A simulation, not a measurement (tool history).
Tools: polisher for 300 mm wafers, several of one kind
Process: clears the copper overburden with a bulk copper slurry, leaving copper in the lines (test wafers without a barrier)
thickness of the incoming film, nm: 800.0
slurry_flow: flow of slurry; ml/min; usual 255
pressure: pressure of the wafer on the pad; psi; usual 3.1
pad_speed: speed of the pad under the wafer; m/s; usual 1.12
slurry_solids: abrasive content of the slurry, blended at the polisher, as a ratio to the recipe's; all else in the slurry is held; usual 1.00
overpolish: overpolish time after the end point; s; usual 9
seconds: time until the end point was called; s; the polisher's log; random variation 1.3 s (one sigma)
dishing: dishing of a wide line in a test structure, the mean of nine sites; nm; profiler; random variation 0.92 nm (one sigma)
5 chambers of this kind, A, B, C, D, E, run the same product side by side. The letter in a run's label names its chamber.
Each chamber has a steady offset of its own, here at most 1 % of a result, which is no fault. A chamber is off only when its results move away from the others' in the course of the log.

run,hour,slurry_flow,pressure,pad_speed,slurry_solids,overpolish,seconds,dishing
1A,4.5,255,3.1,1.12,1.00,9,66.385,47.185
2D,8.5,255,3.1,1.12,1.00,9,65.041,44.803
3E,11.3,255,3.1,1.12,1.00,9,63.582,44.596
4B,15.0,255,3.1,1.12,1.00,9,63.329,45.399
5C,19.9,255,3.1,1.12,1.00,9,63.015,45.416
6A,23.6,255,3.1,1.12,1.00,9,64.079,47.039
7E,27.0,255,3.1,1.12,1.00,9,64.321,46.558
8D,30.1,255,3.1,1.12,1.00,9,66.321,45.731
9B,34.2,255,3.1,1.12,1.00,9,66.561,44.807
10C,37.1,255,3.1,1.12,1.00,9,64.226,46.426
11A,39.6,255,3.1,1.12,1.00,9,62.698,46.427
12D,42.8,255,3.1,1.12,1.00,9,63.191,46.048
13C,46.9,255,3.1,1.12,1.00,9,63.772,45.137
# hour 47.8: chamber D: worn pad replaced by a new one
14E,49.4,255,3.1,1.12,1.00,9,67.066,43.581
15B,52.8,255,3.1,1.12,1.00,9,65.329,44.332
# hour 56.0: chamber B: worn pad replaced by a new one
16C,57.8,255,3.1,1.12,1.00,9,64.938,44.375
# hour 59.0: chamber E: head pressure recalibrated
17E,61.6,255,3.1,1.12,1.00,9,65.945,45.333
18B,64.1,255,3.1,1.12,1.00,9,63.933,45.739
19D,68.3,255,3.1,1.12,1.00,9,65.663,47.101
20A,70.6,255,3.1,1.12,1.00,9,61.988,45.276
21B,74.7,255,3.1,1.12,1.00,9,64.183,46.081
22A,78.6,255,3.1,1.12,1.00,9,64.280,47.101
# hour 80.7: chamber C: worn pad replaced by a new one
23E,83.3,255,3.1,1.12,1.00,9,67.176,44.257
24C,86.9,255,3.1,1.12,1.00,9,68.653,45.730
25D,91.6,255,3.1,1.12,1.10,9,63.651,46.567
26A,96.3,255,3.1,1.12,1.10,9,62.337,44.475
27C,98.9,255,3.1,1.12,1.10,9,64.718,46.479
28D,101.3,255,3.1,1.12,1.10,9,61.967,44.834
29E,105.5,255,3.1,1.12,1.10,9,62.068,46.626
30B,109.3,315,3.1,1.12,0.75,9,66.411,43.921
# hour 110.0: chamber E: slurry blender recalibrated
31C,113.8,315,3.1,1.12,0.75,9,69.923,42.598
32A,118.0,315,3.1,1.12,0.75,9,66.776,45.496
33D,122.5,315,3.1,1.12,0.75,9,68.322,43.903
34E,126.7,315,3.1,1.12,0.75,9,68.389,44.324
35B,131.1,255,3.1,1.12,1.00,9,64.638,45.657
36E,134.7,255,3.1,1.12,1.00,9,64.508,44.538
37C,137.5,255,3.1,1.12,1.00,9,70.082,42.798
# hour 138.0: chamber C: slurry blender recalibrated
38D,140.0,255,3.1,1.12,1.00,9,63.360,44.396
39A,142.3,255,3.1,1.12,1.00,9,65.147,46.605
40B,145.5,255,3.1,1.12,1.00,9,65.698,46.356
41B,150.0,255,3.1,1.12,1.00,9,64.490,45.544
42C,152.8,320,3.1,0.80,1.00,9,98.428,36.451

Next, every chamber runs the same settings. What will each give?
43A,156.4,255,3.1,1.12,1.20,9,?,?
43B,156.4,255,3.1,1.12,1.20,9,?,?
43C,156.4,255,3.1,1.12,1.20,9,?,?
43D,156.4,255,3.1,1.12,1.20,9,?,?
43E,156.4,255,3.1,1.12,1.20,9,?,?

run,seconds,dishing
43A,59.791,46.240
43B,61.400,46.160
43C,67.616,43.334
43D,58.316,46.768
43E,61.873,46.852

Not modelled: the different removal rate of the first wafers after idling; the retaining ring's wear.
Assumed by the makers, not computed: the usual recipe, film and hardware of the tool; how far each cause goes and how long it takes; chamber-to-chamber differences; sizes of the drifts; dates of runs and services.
